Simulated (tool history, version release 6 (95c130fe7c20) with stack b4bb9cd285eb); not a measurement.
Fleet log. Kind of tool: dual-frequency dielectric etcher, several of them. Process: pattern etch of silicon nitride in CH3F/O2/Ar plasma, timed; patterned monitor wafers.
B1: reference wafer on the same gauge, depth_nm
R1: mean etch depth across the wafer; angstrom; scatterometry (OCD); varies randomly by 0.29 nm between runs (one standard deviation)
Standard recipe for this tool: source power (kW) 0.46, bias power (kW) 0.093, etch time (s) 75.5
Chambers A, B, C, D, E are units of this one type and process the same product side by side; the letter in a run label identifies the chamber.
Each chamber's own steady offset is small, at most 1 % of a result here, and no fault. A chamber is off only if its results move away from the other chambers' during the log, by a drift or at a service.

{"run": "1A", "day": 0.229, "source power (kW)": 0.46, "bias power (kW)": 0.093, "etch time (s)": 75.5, "B1": 58.816, "R1": 613.19}
{"run": "2C", "day": 0.479, "source power (kW)": 0.46, "bias power (kW)": 0.093, "etch time (s)": 75.5, "B1": 58.709, "R1": 610.76}
{"run": "3B", "day": 0.738, "source power (kW)": 0.46, "bias power (kW)": 0.093, "etch time (s)": 75.5, "B1": 58.881, "R1": 605.01}
{"run": "4D", "day": 1.054, "source power (kW)": 0.46, "bias power (kW)": 0.093, "etch time (s)": 75.5, "B1": 58.82, "R1": 609.99}
{"day": 1.35, "done": "chamber B: source power generator calibrated"}
{"run": "5E", "day": 1.35, "source power (kW)": 0.46, "bias power (kW)": 0.093, "etch time (s)": 75.5, "B1": 58.721, "R1": 608.54}
{"run": "6D", "day": 1.592, "source power (kW)": 0.57, "bias power (kW)": 0.093, "etch time (s)": 64.5, "B1": 58.727, "R1": 567.29}
{"run": "7C", "day": 1.879, "source power (kW)": 0.57, "bias power (kW)": 0.093, "etch time (s)": 64.5, "B1": 58.752, "R1": 561.2}
{"run": "8B", "day": 2.079, "source power (kW)": 0.57, "bias power (kW)": 0.093, "etch time (s)": 64.5, "B1": 58.801, "R1": 566.35}
{"run": "9A", "day": 2.279, "source power (kW)": 0.57, "bias power (kW)": 0.093, "etch time (s)": 64.5, "B1": 58.837, "R1": 561.87}
{"run": "10E", "day": 2.608, "source power (kW)": 0.57, "bias power (kW)": 0.093, "etch time (s)": 64.5, "B1": 58.833, "R1": 566.51}
{"run": "11E", "day": 2.942, "source power (kW)": 0.46, "bias power (kW)": 0.093, "etch time (s)": 75.5, "B1": 58.888, "R1": 609.58}
{"run": "12C", "day": 3.246, "source power (kW)": 0.46, "bias power (kW)": 0.093, "etch time (s)": 75.5, "B1": 58.769, "R1": 607.69}
{"day": 3.317, "done": "chamber E: wet clean of the chamber"}
{"run": "13D", "day": 3.475, "source power (kW)": 0.46, "bias power (kW)": 0.107, "etch time (s)": 75.5, "B1": 58.831, "R1": 644}
{"run": "14A", "day": 3.696, "source power (kW)": 0.46, "bias power (kW)": 0.107, "etch time (s)": 75.5, "B1": 58.848, "R1": 649.95}
{"run": "15B", "day": 3.875, "source power (kW)": 0.46, "bias power (kW)": 0.107, "etch time (s)": 75.5, "B1": 58.823, "R1": 641.79}
{"run": "16D", "day": 4.254, "source power (kW)": 0.46, "bias power (kW)": 0.107, "etch time (s)": 75.5, "B1": 58.813, "R1": 647.34}
{"run": "17A", "day": 4.575, "source power (kW)": 0.46, "bias power (kW)": 0.107, "etch time (s)": 75.5, "B1": 58.783, "R1": 645.14}
{"run": "18E", "day": 4.908, "source power (kW)": 0.46, "bias power (kW)": 0.093, "etch time (s)": 75.5, "B1": 58.767, "R1": 637.48}
{"run": "19B", "day": 5.192, "source power (kW)": 0.46, "bias power (kW)": 0.093, "etch time (s)": 75.5, "B1": 58.81, "R1": 604.31}
{"day": 5.475, "done": "chamber A: wet clean of the chamber"}
{"run": "20C", "day": 5.583, "source power (kW)": 0.46, "bias power (kW)": 0.093, "etch time (s)": 67.5, "B1": 58.821, "R1": 545.44}
{"run": "21B", "day": 5.842, "source power (kW)": 0.46, "bias power (kW)": 0.093, "etch time (s)": 67.5, "B1": 58.871, "R1": 540.08}
{"run": "22E", "day": 6.238, "source power (kW)": 0.46, "bias power (kW)": 0.093, "etch time (s)": 67.5, "B1": 58.825, "R1": 577.06}
{"run": "23D", "day": 6.475, "source power (kW)": 0.46, "bias power (kW)": 0.093, "etch time (s)": 67.5, "B1": 58.858, "R1": 543.31}
{"run": "24C", "day": 6.775, "source power (kW)": 0.46, "bias power (kW)": 0.093, "etch time (s)": 67.5, "B1": 58.806, "R1": 546.25}
{"run": "25A", "day": 7.067, "source power (kW)": 0.46, "bias power (kW)": 0.093, "etch time (s)": 75.5, "B1": 58.815, "R1": 611.92}
{"run": "26B", "day": 7.392, "source power (kW)": 0.46, "bias power (kW)": 0.104, "etch time (s)": 75.5, "B1": 58.754, "R1": 629.49}
{"run": "27A", "day": 7.733, "source power (kW)": 0.46, "bias power (kW)": 0.104, "etch time (s)": 75.5, "B1": 58.76, "R1": 638.23}
{"run": "28D", "day": 8.104, "source power (kW)": 0.46, "bias power (kW)": 0.104, "etch time (s)": 75.5, "B1": 58.828, "R1": 635.31}
{"run": "29E", "day": 8.321, "source power (kW)": 0.46, "bias power (kW)": 0.104, "etch time (s)": 75.5, "B1": 58.731, "R1": 665.96}
{"run": "30C", "day": 8.629, "source power (kW)": 0.46, "bias power (kW)": 0.104, "etch time (s)": 75.5, "B1": 58.789, "R1": 639.77}

Next, every chamber runs the same settings. What will each give?
{"run": "31A", "day": 8.917, "source power (kW)": 0.46, "bias power (kW)": 0.093, "etch time (s)": 75.5, "R1": "?"}
{"run": "31B", "day": 8.917, "source power (kW)": 0.46, "bias power (kW)": 0.093, "etch time (s)": 75.5, "R1": "?"}
{"run": "31C", "day": 8.917, "source power (kW)": 0.46, "bias power (kW)": 0.093, "etch time (s)": 75.5, "R1": "?"}
{"run": "31D", "day": 8.917, "source power (kW)": 0.46, "bias power (kW)": 0.093, "etch time (s)": 75.5, "R1": "?"}
{"run": "31E", "day": 8.917, "source power (kW)": 0.46, "bias power (kW)": 0.093, "etch time (s)": 75.5, "R1": "?"}

run=31A R1=608.19
run=31B R1=608.05
run=31C R1=610.17
run=31D R1=613.22
run=31E R1=640.96
